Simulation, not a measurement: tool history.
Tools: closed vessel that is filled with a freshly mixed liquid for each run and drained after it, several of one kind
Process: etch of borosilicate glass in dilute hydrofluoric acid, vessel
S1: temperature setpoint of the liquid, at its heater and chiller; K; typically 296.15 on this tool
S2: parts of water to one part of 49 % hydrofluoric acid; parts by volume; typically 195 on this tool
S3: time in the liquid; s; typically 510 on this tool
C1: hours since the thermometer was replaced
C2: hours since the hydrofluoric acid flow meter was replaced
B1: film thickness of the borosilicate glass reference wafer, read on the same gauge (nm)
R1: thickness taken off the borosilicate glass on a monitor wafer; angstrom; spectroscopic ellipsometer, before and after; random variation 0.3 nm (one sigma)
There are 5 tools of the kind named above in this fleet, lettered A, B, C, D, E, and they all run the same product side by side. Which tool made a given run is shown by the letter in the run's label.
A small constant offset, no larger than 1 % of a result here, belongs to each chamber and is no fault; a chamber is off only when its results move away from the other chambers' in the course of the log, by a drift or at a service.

Run 1D, hour 7.6: usual settings; C1 41.0; C2 244.7; B1 50.006. Result: R1 382.72 angstrom.
Run 2A, hour 12.3: usual settings; C1 1786.2; C2 574.8; B1 50.014. Result: R1 382.42 angstrom.
At hour 17.6: chamber A: hydrofluoric acid flow meter replaced.
Run 3B, hour 21.0: usual settings; C1 550.1; C2 502.9; B1 49.963. Result: R1 374.64 angstrom.
Run 4C, hour 25.9: usual settings; C1 675.7; C2 1798.5; B1 50.035. Result: R1 378.29 angstrom.
Run 5E, hour 31.5: usual settings; C1 1127.0; C2 1346.3; B1 49.981. Result: R1 379.97 angstrom.
Run 6A, hour 39.5: usual settings; C1 1813.4; C2 22.0; B1 50.005. Result: R1 378.92 angstrom.
Run 7B, hour 44.5: usual settings but S2 230 parts by volume, S3 645 s; C1 573.6; C2 526.4; B1 49.981. Result: R1 392.80 angstrom.
Run 8D, hour 53.7: usual settings but S2 230 parts by volume, S3 645 s; C1 87.1; C2 290.8; B1 50.008. Result: R1 397.30 angstrom.
Run 9E, hour 59.2: usual settings but S2 230 parts by volume, S3 645 s; C1 1154.7; C2 1374.0; B1 49.978. Result: R1 391.66 angstrom.
Run 10C, hour 66.7: usual settings but S2 230 parts by volume, S3 645 s; C1 716.5; C2 1839.3; B1 49.960. Result: R1 387.99 angstrom.
Run 11B, hour 75.8: usual settings but S2 230 parts by volume, S3 645 s; C1 604.9; C2 557.7; B1 49.987. Result: R1 397.36 angstrom.
At hour 80.2: chamber C: thermometer replaced.
Run 12A, hour 81.6: usual settings; C1 1855.5; C2 64.1; B1 49.979. Result: R1 383.68 angstrom.
Run 13E, hour 87.4: usual settings; C1 1182.9; C2 1402.2; B1 50.003. Result: R1 379.00 angstrom.
Run 14C, hour 93.3: usual settings; C1 13.1; C2 1865.9; B1 50.023. Result: R1 373.32 angstrom.
Run 15D, hour 100.4: usual settings; C1 133.8; C2 337.5; B1 50.010. Result: R1 382.51 angstrom.
Run 16A, hour 108.2: usual settings; C1 1882.1; C2 90.7; B1 50.032. Result: R1 386.07 angstrom.
At hour 113.8: chamber B: hydrofluoric acid flow meter replaced.
Run 17C, hour 114.8: usual settings; C1 34.6; C2 1887.4; B1 49.987. Result: R1 378.11 angstrom.
Run 18B, hour 122.8: usual settings; C1 651.9; C2 9.0; B1 50.056. Result: R1 393.18 angstrom.
Run 19D, hour 128.3: usual settings but S2 240 parts by volume, S3 655 s; C1 161.7; C2 365.4; B1 50.033. Result: R1 384.10 angstrom.
Run 20E, hour 136.6: usual settings but S2 240 parts by volume, S3 655 s; C1 1232.1; C2 1451.4; B1 50.028. Result: R1 380.65 angstrom.
Run 21B, hour 145.1: usual settings but S2 240 parts by volume, S3 655 s; C1 674.2; C2 31.3; B1 49.992. Result: R1 395.50 angstrom.
Run 22D, hour 152.7: usual settings but S2 240 parts by volume, S3 655 s; C1 186.1; C2 389.8; B1 50.009. Result: R1 384.87 angstrom.
At hour 157.0: chamber C: hydrofluoric acid flow meter replaced.
Run 23C, hour 161.4: usual settings but S2 240 parts by volume, S3 655 s; C1 81.2; C2 4.5; B1 50.012. Result: R1 379.16 angstrom.
Run 24E, hour 166.2: usual settings; C1 1261.7; C2 1481.0; B1 50.001. Result: R1 384.67 angstrom.
Run 25A, hour 171.8: usual settings; C1 1945.7; C2 154.3; B1 50.007. Result: R1 377.05 angstrom.
Run 26B, hour 178.4: usual settings; C1 707.5; C2 64.6; B1 50.002. Result: R1 398.11 angstrom.
Run 27E, hour 188.6: usual settings; C1 1284.1; C2 1503.4; B1 50.036. Result: R1 383.05 angstrom.
Run 28C, hour 195.0: usual settings; C1 114.8; C2 38.1; B1 50.019. Result: R1 373.19 angstrom.
At hour 197.4: chamber D: hydrofluoric acid flow meter replaced.
Run 29A, hour 202.5: usual settings; C1 1976.4; C2 185.0; B1 49.991. Result: R1 381.15 angstrom.
Run 30D, hour 208.0: usual settings; C1 241.4; C2 10.7; B1 49.987. Result: R1 382.87 angstrom.
Run 31C, hour 213.7: usual settings; C1 133.5; C2 56.8; B1 49.976. Result: R1 377.25 angstrom.
Run 32E, hour 223.9: usual settings; C1 1319.4; C2 1538.7; B1 50.012. Result: R1 377.62 angstrom.
At hour 228.3: chamber E: thermometer replaced.
Run 33B, hour 233.6: usual settings; C1 762.7; C2 119.8; B1 49.992. Result: R1 403.20 angstrom.
Run 34A, hour 242.4: usual settings; C1 2016.3; C2 224.9; B1 50.026. Result: R1 376.65 angstrom.
Run 35D, hour 251.5: usual settings but S2 150 parts by volume; C1 284.9; C2 54.2; B1 50.020. Result: R1 521.29 angstrom.
Run 36D, hour 256.9: usual settings but S2 150 parts by volume; C1 290.3; C2 59.6; B1 50.028. Result: R1 532.02 angstrom.
Run 37A, hour 265.4: usual settings but S2 150 parts by volume; C1 2039.3; C2 247.9; B1 50.004. Result: R1 516.35 angstrom.
Run 38E, hour 272.3: usual settings but S2 150 parts by volume; C1 44.1; C2 1587.1; B1 50.029. Result: R1 519.96 angstrom.

Is one chamber off against the others, does the gauge drift, or is nothing wrong? If a chamber is off, say which, and what the likeliest cause is.

Little by little, chamber B moves away from the other chambers.
Cause: liquid hotter than its thermometer reads (K) = 2.35.

Below are 4 candidate recipes for chamber B's next run, each the usual settings with a change, their results shown as question marks. Which of them brings B's results back in line with what the other chambers give on the usual settings?
In-line tolerance around the mean of the other chambers on the usual settings: R1 10.00 angstrom
Run 39B-1, hour 279.7: usual settings but S2 210 parts by volume, S3 475 s. Result: R1 ?.
Run 39B-2, hour 279.7: usual settings but S2 180 parts by volume, S3 545 s. Result: R1 ?.
Run 39B-3, hour 279.7: usual settings but S3 470 s. Result: R1 ?.
Run 39B-4, hour 279.7: usual settings but S3 550 s. Result: R1 ?.

On the usual settings, the other chambers give on average: R1 380.46 angstrom
  run      R1
39B-1  351.27
39B-2  486.24
39B-3  380.58
39B-4  445.36
39B-3 is the one that brings the chamber's results back in line with the other chambers.

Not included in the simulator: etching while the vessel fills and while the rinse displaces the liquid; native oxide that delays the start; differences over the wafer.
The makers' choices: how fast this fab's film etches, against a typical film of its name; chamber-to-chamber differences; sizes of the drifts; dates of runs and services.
